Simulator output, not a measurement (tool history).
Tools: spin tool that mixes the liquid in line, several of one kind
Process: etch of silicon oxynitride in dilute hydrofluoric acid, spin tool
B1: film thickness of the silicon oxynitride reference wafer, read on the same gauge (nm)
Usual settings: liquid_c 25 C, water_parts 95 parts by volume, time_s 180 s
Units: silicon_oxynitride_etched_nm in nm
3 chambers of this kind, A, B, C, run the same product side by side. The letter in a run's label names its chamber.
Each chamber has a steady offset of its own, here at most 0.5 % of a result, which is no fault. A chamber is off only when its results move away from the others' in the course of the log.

Run 1C, hour 6.6: usual settings; B1 29.971. Result: silicon_oxynitride_etched_nm 5.5708 nm.
Run 2A, hour 18.2: usual settings; B1 29.997. Result: silicon_oxynitride_etched_nm 5.6265 nm.
Run 3B, hour 24.4: usual settings; B1 30.011. Result: silicon_oxynitride_etched_nm 5.6181 nm.
Run 4B, hour 35.5: usual settings; B1 30.027. Result: silicon_oxynitride_etched_nm 5.6739 nm.
Run 5C, hour 47.3: usual settings; B1 29.978. Result: silicon_oxynitride_etched_nm 5.6122 nm.
Run 6A, hour 57.5: usual settings; B1 29.991. Result: silicon_oxynitride_etched_nm 5.5713 nm.
Run 7A, hour 63.2: usual settings; B1 29.994. Result: silicon_oxynitride_etched_nm 5.6766 nm.
Run 8C, hour 71.7: usual settings; B1 29.998. Result: silicon_oxynitride_etched_nm 5.64 nm.
Run 9B, hour 78.7: usual settings; B1 30.004. Result: silicon_oxynitride_etched_nm 5.6112 nm.
At hour 80.6: chamber A: hydrofluoric acid flow meter replaced.
Run 10A, hour 89.3: usual settings but liquid_c 28.5 C; B1 29.996. Result: silicon_oxynitride_etched_nm 6.6348 nm.
Run 11C, hour 96.8: usual settings but liquid_c 28.5 C; B1 30.008. Result: silicon_oxynitride_etched_nm 6.5773 nm.
Run 12B, hour 104.9: usual settings but liquid_c 28.5 C; B1 29.995. Result: silicon_oxynitride_etched_nm 6.7879 nm.
Run 13A, hour 113: usual settings; B1 30.015. Result: silicon_oxynitride_etched_nm 5.6007 nm.
Run 14B, hour 122.6: usual settings; B1 30.013. Result: silicon_oxynitride_etched_nm 5.6281 nm.
Run 15C, hour 130: usual settings but water_parts 130 parts by volume, time_s 280 s; B1 29.998. Result: silicon_oxynitride_etched_nm 5.9451 nm.
Run 16B, hour 136.7: usual settings but water_parts 130 parts by volume, time_s 280 s; B1 29.993. Result: silicon_oxynitride_etched_nm 6.2059 nm.
Run 17C, hour 144.3: usual settings but water_parts 130 parts by volume, time_s 280 s; B1 30.025. Result: silicon_oxynitride_etched_nm 5.9726 nm.
Run 18A, hour 153.3: usual settings; B1 30.007. Result: silicon_oxynitride_etched_nm 5.618 nm.
Run 19A, hour 159.1: usual settings; B1 30.004. Result: silicon_oxynitride_etched_nm 5.6216 nm.
Run 20B, hour 166.1: usual settings; B1 29.975. Result: silicon_oxynitride_etched_nm 5.6437 nm.
Run 21C, hour 177.2: usual settings; B1 30.015. Result: silicon_oxynitride_etched_nm 5.3822 nm.
Run 22C, hour 184.6: usual settings; B1 30.003. Result: silicon_oxynitride_etched_nm 5.3658 nm.
Run 23B, hour 195.8: usual settings; B1 29.997. Result: silicon_oxynitride_etched_nm 5.6144 nm.

All 3 chambers run these settings next. Forecast each chamber's results:
Run 24A, hour 205.1: usual settings but liquid_c 29 C. Result: silicon_oxynitride_etched_nm ?.
Run 24B, hour 205.1: usual settings but liquid_c 29 C. Result: silicon_oxynitride_etched_nm ?.
Run 24C, hour 205.1: usual settings but liquid_c 29 C. Result: silicon_oxynitride_etched_nm ?.

run  silicon_oxynitride_etched_nm
24A                        6.6809
24B                        6.7567
24C                        6.4939

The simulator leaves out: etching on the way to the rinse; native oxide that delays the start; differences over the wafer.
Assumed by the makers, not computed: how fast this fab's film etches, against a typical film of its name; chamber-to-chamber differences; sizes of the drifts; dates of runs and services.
